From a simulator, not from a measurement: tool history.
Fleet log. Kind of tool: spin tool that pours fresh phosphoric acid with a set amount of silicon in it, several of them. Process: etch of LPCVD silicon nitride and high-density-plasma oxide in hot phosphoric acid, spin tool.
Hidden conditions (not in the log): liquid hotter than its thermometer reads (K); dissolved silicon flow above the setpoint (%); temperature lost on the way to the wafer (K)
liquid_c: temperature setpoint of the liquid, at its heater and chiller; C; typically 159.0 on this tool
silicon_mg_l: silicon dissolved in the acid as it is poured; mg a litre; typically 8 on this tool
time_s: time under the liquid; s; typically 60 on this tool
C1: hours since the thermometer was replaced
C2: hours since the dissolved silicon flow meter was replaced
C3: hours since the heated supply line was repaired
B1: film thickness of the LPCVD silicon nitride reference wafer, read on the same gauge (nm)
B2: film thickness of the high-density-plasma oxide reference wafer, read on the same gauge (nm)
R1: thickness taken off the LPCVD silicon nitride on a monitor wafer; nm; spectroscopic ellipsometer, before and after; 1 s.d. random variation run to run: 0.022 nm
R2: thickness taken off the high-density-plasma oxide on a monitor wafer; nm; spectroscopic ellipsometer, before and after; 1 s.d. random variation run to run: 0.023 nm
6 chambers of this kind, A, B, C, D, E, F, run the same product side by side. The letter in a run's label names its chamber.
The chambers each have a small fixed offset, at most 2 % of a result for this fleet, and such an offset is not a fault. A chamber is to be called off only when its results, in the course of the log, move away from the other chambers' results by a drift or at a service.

run 1E hour=6.5 | liquid_c=159.0 silicon_mg_l=8 time_s=60 | C1=1575.7 C2=1635.3 C3=2216.4 | B1=69.974 B2=30.002 | R1=4.6039 R2=0.141540
run 2D hour=11.2 | liquid_c=159.0 silicon_mg_l=8 time_s=60 | C1=479.6 C2=501.2 C3=1366.9 | B1=69.978 B2=29.982 | R1=4.6693 R2=0.167240
-- hour=14.3 chamber A: heated supply line repaired
run 3B hour=18.6 | liquid_c=159.0 silicon_mg_l=8 time_s=60 | C1=490.4 C2=494.5 C3=646.0 | B1=69.994 B2=30.013 | R1=4.5955 R2=0.092123
run 4F hour=25.8 | liquid_c=159.0 silicon_mg_l=8 time_s=60 | C1=280.2 C2=1307.3 C3=1786.4 | B1=69.967 B2=30.002 | R1=4.6316 R2=0.118260
run 5A hour=33.1 | liquid_c=159.0 silicon_mg_l=8 time_s=60 | C1=1386.9 C2=1688.7 C3=18.9 | B1=70.023 B2=29.993 | R1=4.7039 R2=0.126550
run 6C hour=39.0 | liquid_c=159.0 silicon_mg_l=8 time_s=60 | C1=191.1 C2=618.3 C3=1023.7 | B1=69.997 B2=30.017 | R1=4.5979 R2=0.156570
run 7D hour=43.0 | liquid_c=159.0 silicon_mg_l=8 time_s=60 | C1=511.4 C2=533.0 C3=1398.7 | B1=70.030 B2=30.017 | R1=4.6593 R2=0.090697
run 8B hour=47.4 | liquid_c=159.0 silicon_mg_l=8 time_s=60 | C1=519.2 C2=523.3 C3=674.8 | B1=69.996 B2=30.021 | R1=4.6410 R2=0.141110
run 9F hour=52.5 | liquid_c=159.0 silicon_mg_l=8 time_s=40 | C1=306.9 C2=1334.0 C3=1813.1 | B1=69.953 B2=30.010 | R1=3.1327 R2=0.093911
run 10C hour=56.5 | liquid_c=159.0 silicon_mg_l=8 time_s=40 | C1=208.6 C2=635.8 C3=1041.2 | B1=70.012 B2=30.021 | R1=3.0929 R2=0.108870
run 11E hour=63.7 | liquid_c=159.0 silicon_mg_l=8 time_s=40 | C1=1632.9 C2=1692.5 C3=2273.6 | B1=69.978 B2=30.016 | R1=3.0768 R2=0.105080
-- hour=64.2 chamber F: dissolved silicon flow meter replaced
run 12A hour=69.4 | liquid_c=159.0 silicon_mg_l=8 time_s=40 | C1=1423.2 C2=1725.0 C3=55.2 | B1=69.962 B2=30.001 | R1=3.1420 R2=0.087296
-- hour=70.7 chamber E: thermometer replaced
run 13D hour=75.5 | liquid_c=159.0 silicon_mg_l=8 time_s=40 | C1=543.9 C2=565.5 C3=1431.2 | B1=70.003 B2=29.992 | R1=3.1032 R2=0.069121
run 14A hour=81.7 | liquid_c=159.0 silicon_mg_l=8 time_s=40 | C1=1435.5 C2=1737.3 C3=67.5 | B1=70.046 B2=29.976 | R1=3.1186 R2=0.099803
run 15B hour=85.7 | liquid_c=161.5 silicon_mg_l=8 time_s=80 | C1=557.5 C2=561.6 C3=713.1 | B1=70.005 B2=30.000 | R1=6.6308 R2=0.181600
run 16F hour=91.4 | liquid_c=161.5 silicon_mg_l=8 time_s=80 | C1=345.8 C2=27.2 C3=1852.0 | B1=69.983 B2=29.968 | R1=6.7757 R2=0.225750
run 17E hour=97.6 | liquid_c=161.5 silicon_mg_l=8 time_s=80 | C1=26.9 C2=1726.4 C3=2307.5 | B1=70.013 B2=30.005 | R1=6.6837 R2=0.242740
run 18C hour=101.8 | liquid_c=161.5 silicon_mg_l=8 time_s=80 | C1=253.9 C2=681.1 C3=1086.5 | B1=69.996 B2=29.993 | R1=6.7120 R2=0.136670
-- hour=104.8 chamber B: thermometer replaced
run 19A hour=105.9 | liquid_c=161.5 silicon_mg_l=8 time_s=80 | C1=1459.7 C2=1761.5 C3=91.7 | B1=70.017 B2=29.985 | R1=6.8026 R2=0.282160
run 20E hour=111.4 | liquid_c=161.5 silicon_mg_l=8 time_s=80 | C1=40.7 C2=1740.2 C3=2321.3 | B1=70.035 B2=29.994 | R1=6.6372 R2=0.262640
run 21F hour=118.9 | liquid_c=159.0 silicon_mg_l=8 time_s=60 | C1=373.3 C2=54.7 C3=1879.5 | B1=69.980 B2=30.020 | R1=4.6179 R2=0.132770
run 22D hour=123.2 | liquid_c=159.0 silicon_mg_l=8 time_s=60 | C1=591.6 C2=613.2 C3=1478.9 | B1=69.937 B2=29.997 | R1=4.6372 R2=0.147520
run 23B hour=127.9 | liquid_c=159.0 silicon_mg_l=8 time_s=60 | C1=23.2 C2=603.8 C3=755.3 | B1=69.969 B2=30.034 | R1=4.5773 R2=0.143730
run 24C hour=132.5 | liquid_c=159.0 silicon_mg_l=8 time_s=60 | C1=284.6 C2=711.8 C3=1117.2 | B1=69.999 B2=29.993 | R1=4.6773 R2=0.159920
run 25A hour=139.2 | liquid_c=159.0 silicon_mg_l=8 time_s=60 | C1=1493.0 C2=1794.8 C3=125.0 | B1=69.997 B2=29.992 | R1=4.6603 R2=0.115250
run 26F hour=144.0 | liquid_c=159.0 silicon_mg_l=8 time_s=60 | C1=398.4 C2=79.8 C3=1904.6 | B1=69.992 B2=30.022 | R1=4.6693 R2=0.149660
run 27D hour=149.0 | liquid_c=159.0 silicon_mg_l=8 time_s=60 | C1=617.4 C2=639.0 C3=1504.7 | B1=70.025 B2=29.978 | R1=4.7027 R2=0.154720
run 28C hour=154.2 | liquid_c=159.0 silicon_mg_l=8 time_s=60 | C1=306.3 C2=733.5 C3=1138.9 | B1=70.017 B2=29.991 | R1=4.6549 R2=0.124610
run 29B hour=158.7 | liquid_c=159.0 silicon_mg_l=8 time_s=60 | C1=54.0 C2=634.6 C3=786.1 | B1=70.006 B2=30.026 | R1=4.5880 R2=0.143930
run 30E hour=164.1 | liquid_c=158.0 silicon_mg_l=8 time_s=60 | C1=93.4 C2=1792.9 C3=2374.0 | B1=70.024 B2=30.026 | R1=4.4183 R2=0.123380
run 31C hour=167.6 | liquid_c=158.0 silicon_mg_l=8 time_s=60 | C1=319.7 C2=746.9 C3=1152.3 | B1=70.012 B2=29.995 | R1=4.4265 R2=0.132550
run 32B hour=174.3 | liquid_c=158.0 silicon_mg_l=8 time_s=60 | C1=69.6 C2=650.2 C3=801.7 | B1=70.011 B2=29.989 | R1=4.4656 R2=0.108280
run 33E hour=179.5 | liquid_c=158.0 silicon_mg_l=8 time_s=60 | C1=108.8 C2=1808.3 C3=2389.4 | B1=69.997 B2=29.987 | R1=4.4695 R2=0.135010
run 34D hour=183.8 | liquid_c=158.0 silicon_mg_l=8 time_s=60 | C1=652.2 C2=673.8 C3=1539.5 | B1=69.986 B2=29.984 | R1=4.5551 R2=0.083460
run 35A hour=189.7 | liquid_c=158.0 silicon_mg_l=8 time_s=60 | C1=1543.5 C2=1845.3 C3=175.5 | B1=70.008 B2=30.013 | R1=4.5305 R2=0.154410
run 36F hour=196.0 | liquid_c=159.0 silicon_mg_l=8 time_s=60 | C1=450.4 C2=131.8 C3=1956.6 | B1=69.974 B2=30.043 | R1=4.6701 R2=0.128130
run 37E hour=203.3 | liquid_c=159.0 silicon_mg_l=8 time_s=60 | C1=132.6 C2=1832.1 C3=2413.2 | B1=69.953 B2=30.020 | R1=4.5866 R2=0.125370
run 38A hour=210.1 | liquid_c=159.0 silicon_mg_l=8 time_s=60 | C1=1563.9 C2=1865.7 C3=195.9 | B1=69.965 B2=30.003 | R1=4.7130 R2=0.185290

Next, all 6 chambers run the settings below, one line each with question marks for the results. What does each chamber give?
run 39A hour=215.6 | liquid_c=159.0 silicon_mg_l=5 time_s=60 | R1=? R2=?
run 39B hour=215.6 | liquid_c=159.0 silicon_mg_l=5 time_s=60 | R1=? R2=?
run 39C hour=215.6 | liquid_c=159.0 silicon_mg_l=5 time_s=60 | R1=? R2=?
run 39D hour=215.6 | liquid_c=159.0 silicon_mg_l=5 time_s=60 | R1=? R2=?
run 39E hour=215.6 | liquid_c=159.0 silicon_mg_l=5 time_s=60 | R1=? R2=?
run 39F hour=215.6 | liquid_c=159.0 silicon_mg_l=5 time_s=60 | R1=? R2=?

run=39A R1=4.7014 R2=0.151790
run=39B R1=4.6252 R2=0.205790
run=39C R1=4.6574 R2=0.150040
run=39D R1=4.6982 R2=0.123350
run=39E R1=4.5540 R2=0.155020
run=39F R1=4.6548 R2=0.157100

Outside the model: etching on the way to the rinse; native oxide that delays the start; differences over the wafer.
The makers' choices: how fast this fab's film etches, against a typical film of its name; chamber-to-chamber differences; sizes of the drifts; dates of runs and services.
